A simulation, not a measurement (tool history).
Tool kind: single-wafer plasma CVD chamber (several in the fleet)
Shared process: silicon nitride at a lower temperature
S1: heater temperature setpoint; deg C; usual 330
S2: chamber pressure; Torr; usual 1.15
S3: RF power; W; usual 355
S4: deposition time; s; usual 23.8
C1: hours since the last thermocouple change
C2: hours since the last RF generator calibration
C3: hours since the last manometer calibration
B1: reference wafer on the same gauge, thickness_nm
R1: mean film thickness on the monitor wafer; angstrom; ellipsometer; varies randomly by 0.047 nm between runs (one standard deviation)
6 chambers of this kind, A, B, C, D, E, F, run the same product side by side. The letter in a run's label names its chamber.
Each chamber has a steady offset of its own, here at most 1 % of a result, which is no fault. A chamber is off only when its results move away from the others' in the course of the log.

| run | hour | S1 | S2 | S3 | S4 | C1 | C2 | C3 | B1 | R1 |
|---|---|---|---|---|---|---|---|---|---|---|
| 1A | 15.9 | 330 | 1.15 | 355 | 23.8 | 1463.6 | 1562.7 | 106.1 | 27.399 | 285.33 |
|  | 17.6 | chamber B: capacitance manometer re-zeroed and calibrated |
| 2C | 26.2 | 330 | 1.15 | 355 | 23.8 | 458 | 261.6 | 813.9 | 27.414 | 285.89 |
|  | 30.2 | chamber F: RF generator calibrated |
| 3D | 42 | 330 | 1.15 | 355 | 23.8 | 1634.2 | 840.8 | 348.8 | 27.418 | 284.93 |
| 4F | 54.5 | 330 | 1.15 | 355 | 23.8 | 305.2 | 24.4 | 1151.6 | 27.425 | 285.65 |
| 5B | 69.4 | 330 | 1.15 | 355 | 23.8 | 1127 | 871.8 | 51.8 | 27.423 | 284.45 |
|  | 73.5 | chamber E: capacitance manometer re-zeroed and calibrated |
| 6E | 80.4 | 330 | 0.99 | 355 | 27.5 | 585.5 | 1252.4 | 7 | 27.428 | 313.93 |
| 7C | 90.2 | 330 | 0.99 | 355 | 27.5 | 522 | 325.6 | 877.9 | 27.445 | 315.29 |
|  | 100.7 | chamber B: RF generator calibrated |
|  | 100.8 | chamber E: RF generator calibrated |
| 8F | 103.1 | 330 | 0.99 | 355 | 27.5 | 353.8 | 73 | 1200.2 | 27.446 | 314.4 |
| 9D | 115.6 | 330 | 0.99 | 355 | 27.5 | 1707.8 | 914.4 | 422.4 | 27.458 | 315.73 |
| 10B | 127.8 | 330 | 0.99 | 355 | 27.5 | 1185.4 | 27.1 | 110.2 | 27.455 | 313.32 |
| 11A | 138.4 | 330 | 0.99 | 355 | 27.5 | 1586.1 | 1685.2 | 228.6 | 27.456 | 314.94 |
| 12E | 153.5 | 330 | 1.15 | 355 | 23.8 | 658.6 | 52.8 | 80.1 | 27.449 | 285.3 |
|  | 158.4 | chamber D: thermocouple changed; heater temperature recalibrated |
| 13B | 161.2 | 330 | 1.15 | 355 | 23.8 | 1218.8 | 60.5 | 143.6 | 27.461 | 284.81 |
| 14A | 171.6 | 330 | 1.15 | 355 | 23.8 | 1619.3 | 1718.4 | 261.8 | 27.482 | 285.06 |
| 15C | 185.1 | 330 | 1.15 | 355 | 19.3 | 616.9 | 420.5 | 972.8 | 27.467 | 232.68 |
| 16E | 192.5 | 330 | 1.15 | 355 | 19.3 | 697.6 | 91.8 | 119.1 | 27.473 | 231.47 |
| 17F | 206.4 | 330 | 1.15 | 355 | 19.3 | 457.1 | 176.3 | 1303.5 | 27.478 | 232.3 |
| 18D | 223.1 | 330 | 1.15 | 355 | 19.3 | 64.7 | 1021.9 | 529.9 | 27.476 | 231.89 |
| 19C | 236 | 330 | 1.15 | 355 | 19.3 | 667.8 | 471.4 | 1023.7 | 27.491 | 232.7 |
| 20B | 248.1 | 330 | 1.15 | 355 | 19.3 | 1305.7 | 147.4 | 230.5 | 27.496 | 231.32 |
| 21A | 259.1 | 342 | 0.97 | 355 | 23.8 | 1706.8 | 1805.9 | 349.3 | 27.499 | 270.12 |
| 22D | 270.3 | 342 | 0.97 | 355 | 23.8 | 111.9 | 1069.1 | 577.1 | 27.511 | 270.19 |
|  | 279.6 | chamber B: thermocouple changed; heater temperature recalibrated |
| 23F | 283.1 | 342 | 0.97 | 355 | 23.8 | 533.8 | 253 | 1380.2 | 27.511 | 270.42 |
| 24E | 293.4 | 342 | 0.97 | 355 | 23.8 | 798.5 | 192.7 | 220 | 27.518 | 270.11 |
| 25C | 303.8 | 342 | 0.97 | 355 | 23.8 | 735.6 | 539.2 | 1091.5 | 27.532 | 271.79 |
| 26B | 314.2 | 342 | 0.97 | 355 | 23.8 | 34.7 | 213.5 | 296.6 | 27.522 | 269.43 |
| 27F | 329 | 330 | 1.15 | 355 | 23.8 | 579.7 | 298.9 | 1426.1 | 27.519 | 286.08 |
| 28A | 338.8 | 330 | 1.15 | 355 | 23.8 | 1786.5 | 1885.6 | 429 | 27.53 | 285.97 |
| 29D | 347.8 | 330 | 1.15 | 355 | 23.8 | 189.4 | 1146.6 | 654.6 | 27.545 | 286.25 |
| 30E | 363 | 330 | 1.15 | 355 | 23.8 | 868.1 | 262.3 | 289.6 | 27.536 | 285.65 |
| 31C | 375.5 | 330 | 1.15 | 355 | 23.8 | 807.3 | 610.9 | 1163.2 | 27.541 | 287.69 |
| 32B | 383.9 | 330 | 1.15 | 355 | 23.8 | 104.4 | 283.2 | 366.3 | 27.547 | 286.25 |
| 33F | 395.7 | 330 | 1.15 | 355 | 23.8 | 646.4 | 365.6 | 1492.8 | 27.559 | 286.46 |
| 34E | 403.3 | 330 | 1.15 | 355 | 23.8 | 908.4 | 302.6 | 329.9 | 27.557 | 285.84 |
| 35D | 415.8 | 330 | 1.15 | 355 | 23.8 | 257.4 | 1214.6 | 722.6 | 27.562 | 285.42 |
|  | 415.9 | chamber A: RF generator calibrated |
| 36A | 431.2 | 330 | 1.15 | 355 | 23.8 | 1878.9 | 15.4 | 521.4 | 27.572 | 286.18 |
| 37C | 441.1 | 330 | 1.15 | 355 | 23.8 | 872.9 | 676.5 | 1228.8 | 27.558 | 287.47 |
| 38A | 448.5 | 330 | 1.15 | 355 | 23.8 | 1896.2 | 32.7 | 538.7 | 27.569 | 285.9 |
| 39F | 464.3 | 330 | 1.15 | 355 | 23.8 | 715 | 434.2 | 1561.4 | 27.577 | 288.21 |

Read the log: is a single chamber off, either drifting away or since a service, is the gauge that measures every chamber drifting, or is nothing wrong beyond small per-chamber offsets? Name any odd chamber and what most likely caused it.

The shared gauge is drifting. All chambers look as if they move in step, but none is off.
Cause: gauge reads high (%) = 0.667.

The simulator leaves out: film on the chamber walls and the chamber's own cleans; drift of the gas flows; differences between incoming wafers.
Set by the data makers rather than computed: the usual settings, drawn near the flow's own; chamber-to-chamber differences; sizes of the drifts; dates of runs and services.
